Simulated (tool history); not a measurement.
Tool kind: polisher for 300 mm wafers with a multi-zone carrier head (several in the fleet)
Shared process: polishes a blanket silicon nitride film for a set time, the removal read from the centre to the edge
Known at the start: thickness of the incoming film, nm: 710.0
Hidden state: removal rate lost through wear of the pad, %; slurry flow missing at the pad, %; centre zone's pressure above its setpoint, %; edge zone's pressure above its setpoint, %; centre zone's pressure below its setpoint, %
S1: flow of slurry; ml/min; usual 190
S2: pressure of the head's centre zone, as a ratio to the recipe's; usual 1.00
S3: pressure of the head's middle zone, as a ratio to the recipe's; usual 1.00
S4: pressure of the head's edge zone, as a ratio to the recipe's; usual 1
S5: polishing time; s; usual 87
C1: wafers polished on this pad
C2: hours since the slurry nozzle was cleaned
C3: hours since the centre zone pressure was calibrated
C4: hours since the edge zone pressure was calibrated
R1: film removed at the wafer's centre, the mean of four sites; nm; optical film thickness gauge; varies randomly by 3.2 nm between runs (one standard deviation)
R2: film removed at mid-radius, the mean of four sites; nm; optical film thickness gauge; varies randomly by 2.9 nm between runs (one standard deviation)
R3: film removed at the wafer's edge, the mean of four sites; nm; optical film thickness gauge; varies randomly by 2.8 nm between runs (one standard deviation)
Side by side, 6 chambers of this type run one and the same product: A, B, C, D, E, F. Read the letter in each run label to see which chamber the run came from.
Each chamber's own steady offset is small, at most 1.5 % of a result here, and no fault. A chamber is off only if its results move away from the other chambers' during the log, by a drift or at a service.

{"hour": 3.1, "done": "chamber A: worn pad replaced by a new one"}
{"run": "1A", "hour": 5.9, "S1": 190, "S2": 1.0, "S3": 1.0, "S4": 1, "S5": 87, "C1": 22, "C2": 304.2, "C3": 227.8, "C4": 241.6, "R1": 213.58, "R2": 220.8, "R3": 218.22}
{"hour": 7.8, "done": "chamber E: worn pad replaced by a new one"}
{"run": "2B", "hour": 17.5, "S1": 190, "S2": 1.0, "S3": 1.0, "S4": 1, "S5": 87, "C1": 409, "C2": 325.8, "C3": 939.4, "C4": 31.0, "R1": 222.56, "R2": 222.34, "R3": 219.1}
{"run": "3D", "hour": 25.2, "S1": 190, "S2": 1.0, "S3": 1.0, "S4": 1, "S5": 87, "C1": 489, "C2": 29.6, "C3": 359.9, "C4": 378.3, "R1": 223.46, "R2": 217.87, "R3": 220.59}
{"run": "4C", "hour": 32.5, "S1": 190, "S2": 1.0, "S3": 1.0, "S4": 1, "S5": 87, "C1": 963, "C2": 268.9, "C3": 442.3, "C4": 57.1, "R1": 221.66, "R2": 219.34, "R3": 222.08}
{"hour": 33.8, "done": "chamber F: worn pad replaced by a new one"}
{"run": "5E", "hour": 38.9, "S1": 190, "S2": 1.0, "S3": 1.0, "S4": 1, "S5": 87, "C1": 245, "C2": 181.6, "C3": 197.0, "C4": 164.2, "R1": 220.34, "R2": 216.67, "R3": 222.52}
{"hour": 41.0, "done": "chamber D: edge zone pressure recalibrated"}
{"hour": 42.5, "done": "chamber D: worn pad replaced by a new one"}
{"run": "6F", "hour": 44.9, "S1": 190, "S2": 1.0, "S3": 1.09, "S4": 1, "S5": 70, "C1": 87, "C2": 564.3, "C3": 846.0, "C4": 478.8, "R1": 176.64, "R2": 189.62, "R3": 178.07}
{"run": "7A", "hour": 55.4, "S1": 190, "S2": 1.0, "S3": 1.09, "S4": 1, "S5": 70, "C1": 412, "C2": 353.7, "C3": 277.3, "C4": 291.1, "R1": 179.23, "R2": 196.61, "R3": 175.3}
{"run": "8B", "hour": 67.1, "S1": 190, "S2": 1.0, "S3": 1.09, "S4": 1, "S5": 70, "C1": 800, "C2": 375.4, "C3": 989.0, "C4": 80.6, "R1": 175.21, "R2": 190.07, "R3": 178.78}
{"hour": 67.2, "done": "chamber C: worn pad replaced by a new one"}
{"hour": 68.1, "done": "chamber A: worn pad replaced by a new one"}
{"hour": 70.9, "done": "chamber C: slurry nozzle cleaned"}
{"run": "9E", "hour": 73.0, "S1": 190, "S2": 1.0, "S3": 1.09, "S4": 1, "S5": 70, "C1": 513, "C2": 215.7, "C3": 231.1, "C4": 198.3, "R1": 175.02, "R2": 193.33, "R3": 176.68}
{"run": "10D", "hour": 84.8, "S1": 190, "S2": 1.0, "S3": 1.09, "S4": 1, "S5": 70, "C1": 333, "C2": 89.2, "C3": 419.5, "C4": 43.8, "R1": 177.68, "R2": 192.31, "R3": 175.94}
{"run": "11F", "hour": 94.9, "S1": 190, "S2": 1.0, "S3": 1.09, "S4": 1, "S5": 70, "C1": 481, "C2": 614.3, "C3": 896.0, "C4": 528.8, "R1": 182.58, "R2": 190.09, "R3": 179.81}
{"run": "12C", "hour": 103.5, "S1": 190, "S2": 1.0, "S3": 1.0, "S4": 1, "S5": 87, "C1": 286, "C2": 32.7, "C3": 513.3, "C4": 128.1, "R1": 222.0, "R2": 224.38, "R3": 218.93}
{"run": "13A", "hour": 109.7, "S1": 190, "S2": 1.0, "S3": 1.0, "S4": 1, "S5": 87, "C1": 327, "C2": 408.0, "C3": 331.6, "C4": 345.4, "R1": 220.78, "R2": 218.29, "R3": 220.8}
{"hour": 116.4, "done": "chamber D: worn pad replaced by a new one"}
{"hour": 117.9, "done": "chamber B: worn pad replaced by a new one"}
{"run": "14B", "hour": 118.3, "S1": 190, "S2": 1.08, "S3": 0.89, "S4": 1, "S5": 87, "C1": 3, "C2": 426.6, "C3": 1040.2, "C4": 131.8, "R1": 241.16, "R2": 197.48, "R3": 225.01}
{"run": "15D", "hour": 127.5, "S1": 190, "S2": 1.08, "S3": 0.89, "S4": 1, "S5": 87, "C1": 87, "C2": 131.9, "C3": 462.2, "C4": 86.5, "R1": 235.92, "R2": 195.94, "R3": 222.56}
{"run": "16F", "hour": 135.4, "S1": 190, "S2": 1.08, "S3": 0.89, "S4": 1, "S5": 87, "C1": 800, "C2": 654.8, "C3": 936.5, "C4": 569.3, "R1": 248.09, "R2": 194.85, "R3": 219.53}
{"hour": 140.8, "done": "chamber A: worn pad replaced by a new one"}
{"run": "17E", "hour": 140.8, "S1": 190, "S2": 1.08, "S3": 0.89, "S4": 1, "S5": 87, "C1": 1047, "C2": 283.5, "C3": 298.9, "C4": 266.1, "R1": 240.82, "R2": 195.3, "R3": 222.7}
{"run": "18C", "hour": 152.7, "S1": 190, "S2": 1.08, "S3": 0.89, "S4": 1, "S5": 87, "C1": 673, "C2": 81.9, "C3": 562.5, "C4": 177.3, "R1": 237.66, "R2": 199.18, "R3": 215.98}
{"run": "19C", "hour": 161.6, "S1": 190, "S2": 1.08, "S3": 0.89, "S4": 1, "S5": 87, "C1": 743, "C2": 90.8, "C3": 571.4, "C4": 186.2, "R1": 237.53, "R2": 198.62, "R3": 217.29}
{"run": "20A", "hour": 169.4, "S1": 190, "S2": 1.06, "S3": 1.0, "S4": 1, "S5": 76, "C1": 225, "C2": 467.7, "C3": 391.3, "C4": 405.1, "R1": 208.08, "R2": 192.93, "R3": 192.8}
{"run": "21F", "hour": 179.4, "S1": 190, "S2": 1.06, "S3": 1.0, "S4": 1, "S5": 76, "C1": 1147, "C2": 698.8, "C3": 980.5, "C4": 613.3, "R1": 201.43, "R2": 192.86, "R3": 190.34}
{"run": "22D", "hour": 189.7, "S1": 190, "S2": 1.06, "S3": 1.0, "S4": 1, "S5": 76, "C1": 577, "C2": 194.1, "C3": 524.4, "C4": 148.7, "R1": 208.61, "R2": 186.36, "R3": 190.23}
{"hour": 190.9, "done": "chamber B: centre zone pressure recalibrated"}
{"hour": 194.7, "done": "chamber C: worn pad replaced by a new one"}
{"hour": 198.3, "done": "chamber D: worn pad replaced by a new one"}
{"run": "23B", "hour": 198.5, "S1": 190, "S2": 1.06, "S3": 1.0, "S4": 1, "S5": 76, "C1": 635, "C2": 506.8, "C3": 7.6, "C4": 212.0, "R1": 206.29, "R2": 191.1, "R3": 192.74}
{"hour": 199.0, "done": "chamber F: worn pad replaced by a new one"}
{"hour": 206.2, "done": "chamber E: centre zone pressure recalibrated"}
{"run": "24E", "hour": 210.9, "S1": 190, "S2": 1.06, "S3": 1.0, "S4": 1, "S5": 76, "C1": 1600, "C2": 353.6, "C3": 4.7, "C4": 336.2, "R1": 207.15, "R2": 188.76, "R3": 189.62}
{"hour": 212.0, "done": "chamber E: worn pad replaced by a new one"}
{"hour": 213.2, "done": "chamber F: slurry nozzle cleaned"}
{"hour": 216.3, "done": "chamber A: worn pad replaced by a new one"}
{"run": "25F", "hour": 217.7, "S1": 190, "S2": 1.06, "S3": 1.0, "S4": 1, "S5": 76, "C1": 147, "C2": 4.5, "C3": 1018.8, "C4": 651.6, "R1": 206.93, "R2": 193.91, "R3": 191.36}
{"hour": 224.0, "done": "chamber B: slurry nozzle cleaned"}
{"run": "26E", "hour": 226.1, "S1": 190, "S2": 1.0, "S3": 1.0, "S4": 1, "S5": 87, "C1": 111, "C2": 368.8, "C3": 19.9, "C4": 351.4, "R1": 215.12, "R2": 223.06, "R3": 217.73}
{"run": "27D", "hour": 238.1, "S1": 190, "S2": 1.0, "S3": 1.0, "S4": 1, "S5": 87, "C1": 314, "C2": 242.5, "C3": 572.8, "C4": 197.1, "R1": 221.68, "R2": 220.91, "R3": 225.39}
{"run": "28C", "hour": 245.6, "S1": 190, "S2": 1.0, "S3": 1.0, "S4": 1, "S5": 87, "C1": 401, "C2": 174.8, "C3": 655.4, "C4": 270.2, "R1": 214.36, "R2": 222.29, "R3": 220.73}
{"hour": 249.4, "done": "chamber A: centre zone pressure recalibrated"}
{"run": "29A", "hour": 256.9, "S1": 190, "S2": 1.0, "S3": 1.0, "S4": 1, "S5": 87, "C1": 320, "C2": 555.2, "C3": 7.5, "C4": 492.6, "R1": 219.13, "R2": 225.39, "R3": 215.0}
{"run": "30B", "hour": 263.6, "S1": 190, "S2": 1.0, "S3": 1.0, "S4": 1, "S5": 87, "C1": 1148, "C2": 39.6, "C3": 72.7, "C4": 277.1, "R1": 222.36, "R2": 215.94, "R3": 223.61}
{"hour": 267.8, "done": "chamber D: worn pad replaced by a new one"}
{"run": "31B", "hour": 271.5, "S1": 190, "S2": 1.0, "S3": 1.0, "S4": 1, "S5": 97, "C1": 1210, "C2": 47.5, "C3": 80.6, "C4": 285.0, "R1": 241.67, "R2": 244.62, "R3": 249.29}
{"run": "32D", "hour": 282.3, "S1": 190, "S2": 1.0, "S3": 1.0, "S4": 1, "S5": 97, "C1": 114, "C2": 286.7, "C3": 617.0, "C4": 241.3, "R1": 242.79, "R2": 244.6, "R3": 247.77}
{"run": "33F", "hour": 288.6, "S1": 190, "S2": 1.0, "S3": 1.0, "S4": 1, "S5": 97, "C1": 705, "C2": 75.4, "C3": 1089.7, "C4": 722.5, "R1": 244.01, "R2": 250.92, "R3": 248.06}
{"hour": 289.0, "done": "chamber A: worn pad replaced by a new one"}
{"run": "34A", "hour": 294.6, "S1": 190, "S2": 1.0, "S3": 1.0, "S4": 1, "S5": 97, "C1": 44, "C2": 592.9, "C3": 45.2, "C4": 530.3, "R1": 245.21, "R2": 249.1, "R3": 243.23}
{"run": "35E", "hour": 302.3, "S1": 190, "S2": 1.0, "S3": 1.0, "S4": 1, "S5": 97, "C1": 711, "C2": 445.0, "C3": 96.1, "C4": 427.6, "R1": 242.98, "R2": 248.41, "R3": 244.27}
{"run": "36C", "hour": 311.1, "S1": 190, "S2": 1.0, "S3": 1.0, "S4": 1, "S5": 97, "C1": 917, "C2": 240.3, "C3": 720.9, "C4": 335.7, "R1": 249.55, "R2": 247.25, "R3": 249.34}
{"run": "37E", "hour": 317.6, "S1": 190, "S2": 1.0, "S3": 1.0, "S4": 1, "S5": 75, "C1": 832, "C2": 460.3, "C3": 111.4, "C4": 442.9, "R1": 186.21, "R2": 187.1, "R3": 190.33}

Each of the 6 chambers runs these same settings next. Fill in every chamber's results:
{"run": "38A", "hour": 326.6, "S1": 190, "S2": 1.0, "S3": 1.0, "S4": 1, "S5": 87, "R1": "?", "R2": "?", "R3": "?"}
{"run": "38B", "hour": 326.6, "S1": 190, "S2": 1.0, "S3": 1.0, "S4": 1, "S5": 87, "R1": "?", "R2": "?", "R3": "?"}
{"run": "38C", "hour": 326.6, "S1": 190, "S2": 1.0, "S3": 1.0, "S4": 1, "S5": 87, "R1": "?", "R2": "?", "R3": "?"}
{"run": "38D", "hour": 326.6, "S1": 190, "S2": 1.0, "S3": 1.0, "S4": 1, "S5": 87, "R1": "?", "R2": "?", "R3": "?"}
{"run": "38E", "hour": 326.6, "S1": 190, "S2": 1.0, "S3": 1.0, "S4": 1, "S5": 87, "R1": "?", "R2": "?", "R3": "?"}
{"run": "38F", "hour": 326.6, "S1": 190, "S2": 1.0, "S3": 1.0, "S4": 1, "S5": 87, "R1": "?", "R2": "?", "R3": "?"}

run=38A R1=214.80 R2=223.42 R3=217.55
run=38B R1=222.78 R2=220.24 R3=224.36
run=38C R1=219.63 R2=218.53 R3=219.48
run=38D R1=222.79 R2=220.07 R3=226.14
run=38E R1=221.40 R2=221.27 R3=218.13
run=38F R1=219.15 R2=215.45 R3=214.81
